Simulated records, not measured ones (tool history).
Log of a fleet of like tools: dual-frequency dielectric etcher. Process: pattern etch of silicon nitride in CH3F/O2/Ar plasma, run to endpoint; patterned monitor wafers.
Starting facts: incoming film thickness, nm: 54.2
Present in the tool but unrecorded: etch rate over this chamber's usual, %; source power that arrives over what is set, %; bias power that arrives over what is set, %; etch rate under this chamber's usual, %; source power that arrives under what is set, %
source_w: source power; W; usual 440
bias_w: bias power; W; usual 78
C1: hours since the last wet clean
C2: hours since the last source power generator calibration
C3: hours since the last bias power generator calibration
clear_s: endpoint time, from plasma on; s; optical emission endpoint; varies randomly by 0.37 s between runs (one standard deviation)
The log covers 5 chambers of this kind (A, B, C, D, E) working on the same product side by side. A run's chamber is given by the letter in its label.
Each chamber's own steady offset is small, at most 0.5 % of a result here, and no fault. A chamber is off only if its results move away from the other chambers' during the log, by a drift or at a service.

run 1B hour=12.8 | source_w=440 bias_w=78 | C1=90.3 C2=963.4 C3=828 | clear_s=73.71
run 2C hour=23 | source_w=440 bias_w=78 | C1=186 C2=1736.4 C3=538.6 | clear_s=72.723
run 3D hour=33.1 | source_w=440 bias_w=78 | C1=170 C2=1396.8 C3=4264.2 | clear_s=73.511
run 4E hour=46.2 | source_w=440 bias_w=78 | C1=402.5 C2=3851.1 C3=609.7 | clear_s=73.652
run 5A hour=54.3 | source_w=440 bias_w=78 | C1=113.6 C2=2000.7 C3=419.1 | clear_s=74.174
run 6D hour=61.9 | source_w=440 bias_w=78 | C1=198.8 C2=1425.6 C3=4293 | clear_s=74.024
run 7C hour=70.7 | source_w=390 bias_w=63 | C1=233.7 C2=1784.1 C3=586.3 | clear_s=82.121
run 8A hour=81.9 | source_w=390 bias_w=63 | C1=141.2 C2=2028.3 C3=446.7 | clear_s=83.001
-- hour=85.6 chamber E: source power generator calibrated
run 9E hour=94 | source_w=390 bias_w=63 | C1=450.3 C2=8.5 C3=657.5 | clear_s=82.809
run 10B hour=105.5 | source_w=390 bias_w=63 | C1=183 C2=1056.1 C3=920.7 | clear_s=83.743
run 11C hour=118.8 | source_w=390 bias_w=63 | C1=281.8 C2=1832.2 C3=634.4 | clear_s=82.379
run 12B hour=130.7 | source_w=440 bias_w=78 | C1=208.2 C2=1081.3 C3=945.9 | clear_s=73.131
run 13E hour=139.9 | source_w=440 bias_w=78 | C1=496.2 C2=54.4 C3=703.4 | clear_s=74.111
run 14A hour=151 | source_w=440 bias_w=78 | C1=210.3 C2=2097.4 C3=515.8 | clear_s=73.548
run 15D hour=161.6 | source_w=440 bias_w=78 | C1=298.5 C2=1525.3 C3=4392.7 | clear_s=74.574
run 16B hour=176.4 | source_w=440 bias_w=78 | C1=253.9 C2=1127 C3=991.6 | clear_s=73.186
run 17E hour=188.2 | source_w=440 bias_w=78 | C1=544.5 C2=102.7 C3=751.7 | clear_s=74.012
run 18C hour=199.2 | source_w=440 bias_w=78 | C1=362.2 C2=1912.6 C3=714.8 | clear_s=73.611
run 19A hour=213.7 | source_w=370 bias_w=67 | C1=273 C2=2160.1 C3=578.5 | clear_s=83.35
run 20D hour=224.2 | source_w=370 bias_w=67 | C1=361.1 C2=1587.9 C3=4455.3 | clear_s=82.962
run 21E hour=239.4 | source_w=370 bias_w=67 | C1=595.7 C2=153.9 C3=802.9 | clear_s=83.846
run 22A hour=248.2 | source_w=370 bias_w=67 | C1=307.5 C2=2194.6 C3=613 | clear_s=81.911
run 23C hour=262.8 | source_w=370 bias_w=67 | C1=425.8 C2=1976.2 C3=778.4 | clear_s=82.521
run 24D hour=276 | source_w=390 bias_w=78 | C1=412.9 C2=1639.7 C3=4507.1 | clear_s=77.811
run 25B hour=287.8 | source_w=390 bias_w=78 | C1=365.3 C2=1238.4 C3=1103 | clear_s=76.806
run 26B hour=301.6 | source_w=390 bias_w=78 | C1=379.1 C2=1252.2 C3=1116.8 | clear_s=76.878
-- hour=306.2 chamber B: wet clean of the chamber
run 27C hour=315 | source_w=390 bias_w=78 | C1=478 C2=2028.4 C3=830.6 | clear_s=76.507
-- hour=318.8 chamber A: wet clean of the chamber
run 28A hour=324.2 | source_w=390 bias_w=78 | C1=5.4 C2=2270.6 C3=689 | clear_s=76.822
run 29E hour=334.8 | source_w=440 bias_w=88 | C1=691.1 C2=249.3 C3=898.3 | clear_s=72.535
run 30D hour=347.4 | source_w=440 bias_w=88 | C1=484.3 C2=1711.1 C3=4578.5 | clear_s=71.173
run 31C hour=357.8 | source_w=440 bias_w=88 | C1=520.8 C2=2071.2 C3=873.4 | clear_s=70.146
run 32A hour=369 | source_w=440 bias_w=88 | C1=50.2 C2=2315.4 C3=733.8 | clear_s=70.131
-- hour=378.5 chamber D: wet clean of the chamber
run 33B hour=379.1 | source_w=440 bias_w=88 | C1=73 C2=1329.7 C3=1194.3 | clear_s=70.875
run 34E hour=390.4 | source_w=440 bias_w=78 | C1=746.7 C2=304.9 C3=953.9 | clear_s=76.423
run 35D hour=400.8 | source_w=500 bias_w=78 | C1=22.4 C2=1764.5 C3=4631.9 | clear_s=69.944

The same settings go to every chamber for the next run, one line per chamber below. Forecast the results for each:
run 36A hour=411.9 | source_w=360 bias_w=78 | clear_s=?
run 36B hour=411.9 | source_w=360 bias_w=78 | clear_s=?
run 36C hour=411.9 | source_w=360 bias_w=78 | clear_s=?
run 36D hour=411.9 | source_w=360 bias_w=78 | clear_s=?
run 36E hour=411.9 | source_w=360 bias_w=78 | clear_s=?

run=36A clear_s=79.286
run=36B clear_s=79.049
run=36C clear_s=78.574
run=36D clear_s=79.526
run=36E clear_s=81.975

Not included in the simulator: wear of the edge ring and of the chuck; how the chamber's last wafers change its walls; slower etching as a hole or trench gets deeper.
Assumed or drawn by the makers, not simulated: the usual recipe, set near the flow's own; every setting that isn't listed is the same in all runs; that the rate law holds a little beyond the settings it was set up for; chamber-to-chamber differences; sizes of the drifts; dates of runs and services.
